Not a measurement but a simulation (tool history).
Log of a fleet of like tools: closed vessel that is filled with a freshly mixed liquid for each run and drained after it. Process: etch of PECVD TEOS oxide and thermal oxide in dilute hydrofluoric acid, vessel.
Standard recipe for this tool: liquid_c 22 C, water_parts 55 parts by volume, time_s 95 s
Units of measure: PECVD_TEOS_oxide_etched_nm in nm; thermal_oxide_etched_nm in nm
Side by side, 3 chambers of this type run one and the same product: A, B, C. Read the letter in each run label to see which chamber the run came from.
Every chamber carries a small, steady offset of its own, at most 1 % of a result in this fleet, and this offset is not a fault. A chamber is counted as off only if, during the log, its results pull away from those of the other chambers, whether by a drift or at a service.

| run | hour | liquid_c | water_parts | time_s | hours since the thermometer was replaced | hours since the hydrofluoric acid flow meter was replaced | read-back film thickness of the PECVD TEOS oxide reference wafer, read on the same gauge (nm) | read-back film thickness of the thermal oxide reference wafer, read on the same gauge (nm) | PECVD_TEOS_oxide_etched_nm | thermal_oxide_etched_nm |
|---|---|---|---|---|---|---|---|---|---|---|
| 1C | 14.1 | 22 | 55 | 95 | 1654 | 2150.6 | 120.02 | 40.023 | 26.576 | 7.6032 |
| 2B | 27.8 | 22 | 55 | 95 | 270 | 1125.1 | 120.01 | 40.047 | 26.237 | 7.514 |
| 3A | 42.6 | 22 | 55 | 95 | 2658.5 | 559.2 | 120 | 40.059 | 26.509 | 7.5327 |
| 4B | 50.5 | 22 | 55 | 95 | 292.7 | 1147.8 | 119.98 | 40.001 | 26.7 | 7.4953 |
| 5A | 64.7 | 22 | 55 | 95 | 2680.6 | 581.3 | 119.99 | 40.002 | 26.116 | 7.4657 |
|  | 76.9 | chamber A: hydrofluoric acid flow meter replaced |
| 6C | 78.7 | 22 | 55 | 95 | 1718.6 | 2215.2 | 120.01 | 39.988 | 26.18 | 7.3393 |
| 7C | 85.9 | 22 | 55 | 95 | 1725.8 | 2222.4 | 120 | 40.016 | 26.519 | 7.443 |
| 8B | 98.3 | 22 | 55 | 95 | 340.5 | 1195.6 | 120.01 | 40.066 | 26.141 | 7.4742 |
| 9A | 105.1 | 22 | 55 | 95 | 2721 | 28.2 | 119.98 | 39.942 | 26.275 | 7.3018 |
| 10A | 112.4 | 22 | 55 | 95 | 2728.3 | 35.5 | 119.98 | 40.024 | 25.985 | 7.4881 |
| 11B | 127.1 | 22 | 55 | 95 | 369.3 | 1224.4 | 120 | 39.959 | 26.138 | 7.4932 |
|  | 133.3 | chamber A: thermometer replaced |
| 12C | 133.8 | 22 | 55 | 95 | 1773.7 | 2270.3 | 120 | 39.999 | 26.353 | 7.4902 |
| 13B | 144.3 | 22 | 35 | 95 | 386.5 | 1241.6 | 120.01 | 40.021 | 42.914 | 12.047 |
|  | 147.8 | chamber B: hydrofluoric acid flow meter replaced |
|  | 152.9 | chamber C: hydrofluoric acid flow meter replaced |
| 14C | 158.3 | 22 | 35 | 95 | 1798.2 | 5.4 | 120.04 | 39.99 | 43.01 | 12.092 |
| 15A | 167.9 | 22 | 35 | 95 | 34.7 | 91 | 120.02 | 39.998 | 42.441 | 11.927 |
| 16C | 177 | 22 | 55 | 95 | 1816.9 | 24.1 | 120.01 | 39.983 | 26.402 | 7.5379 |
| 17B | 186.8 | 22 | 55 | 95 | 429 | 39.1 | 120.04 | 40.005 | 26.578 | 7.5131 |
| 18A | 197.1 | 22 | 55 | 95 | 63.9 | 120.2 | 120 | 40.044 | 26.887 | 7.4981 |
| 19C | 206.4 | 22 | 55 | 95 | 1846.3 | 53.5 | 120 | 40.003 | 26.361 | 7.3696 |
| 20A | 216.8 | 22 | 55 | 95 | 83.6 | 139.9 | 120.01 | 39.951 | 26.705 | 7.418 |
| 21B | 228.5 | 22 | 55 | 95 | 470.7 | 80.8 | 120 | 39.97 | 26.366 | 7.464 |
| 22A | 238.2 | 24.5 | 55 | 110 | 105 | 161.3 | 120.01 | 40.006 | 34.408 | 9.3997 |
| 23B | 251.6 | 24.5 | 55 | 110 | 493.8 | 103.9 | 120.01 | 40.054 | 33.943 | 9.665 |
| 24C | 260.3 | 24.5 | 55 | 110 | 1900.2 | 107.4 | 120 | 39.995 | 33.588 | 9.6041 |
| 25B | 270.8 | 22 | 55 | 95 | 513 | 123.1 | 120.01 | 40.02 | 26.548 | 7.4092 |
| 26A | 284.7 | 22 | 55 | 95 | 151.5 | 207.8 | 120 | 39.997 | 26.663 | 7.4208 |
| 27C | 291.4 | 22 | 55 | 95 | 1931.3 | 138.5 | 119.99 | 39.987 | 26.179 | 7.5232 |
| 28C | 299.6 | 22 | 55 | 95 | 1939.5 | 146.7 | 120.03 | 40.01 | 26.145 | 7.5477 |
| 29A | 306.2 | 22 | 55 | 95 | 173 | 229.3 | 119.98 | 39.956 | 26.632 | 7.2948 |
| 30B | 318.1 | 22 | 55 | 95 | 560.3 | 170.4 | 119.97 | 40.051 | 26.775 | 7.3896 |
| 31C | 326.2 | 22 | 55 | 95 | 1966.1 | 173.3 | 119.99 | 40.042 | 26.491 | 7.4811 |
| 32A | 336.1 | 22 | 55 | 95 | 202.9 | 259.2 | 120.01 | 40.025 | 26.554 | 7.5584 |
| 33B | 346.2 | 22 | 55 | 95 | 588.4 | 198.5 | 119.98 | 40.062 | 26.17 | 7.4194 |
| 34B | 360 | 22 | 55 | 95 | 602.2 | 212.3 | 120 | 39.988 | 26.862 | 7.4201 |
| 35C | 366.6 | 22 | 55 | 95 | 2006.5 | 213.7 | 120.03 | 39.993 | 26.532 | 7.464 |
| 36A | 378 | 22 | 55 | 95 | 244.8 | 301.1 | 119.98 | 40.019 | 26.376 | 7.5161 |
| 37A | 392.1 | 22 | 75 | 95 | 258.9 | 315.2 | 120.03 | 39.922 | 18.9 | 5.3734 |
| 38C | 400.8 | 22 | 75 | 95 | 2040.7 | 247.9 | 119.99 | 39.986 | 19.081 | 5.3697 |
| 39B | 410 | 22 | 75 | 95 | 652.2 | 262.3 | 120.02 | 39.978 | 19.189 | 5.3394 |
| 40A | 417.1 | 22 | 55 | 95 | 283.9 | 340.2 | 120 | 39.981 | 26.254 | 7.4854 |
| 41B | 430 | 22 | 55 | 95 | 672.2 | 282.3 | 120 | 40.028 | 26.888 | 7.5749 |
| 42C | 441.8 | 22 | 55 | 95 | 2081.7 | 288.9 | 119.99 | 40.005 | 26.794 | 7.4427 |

Does one chamber stand apart from the rest, does the shared gauge drift, or is all well apart from small per-chamber offsets? Give the chamber and the most likely cause, where there is one.

No chamber is off and the gauge is stable; the differences are just each chamber's small, constant offset.
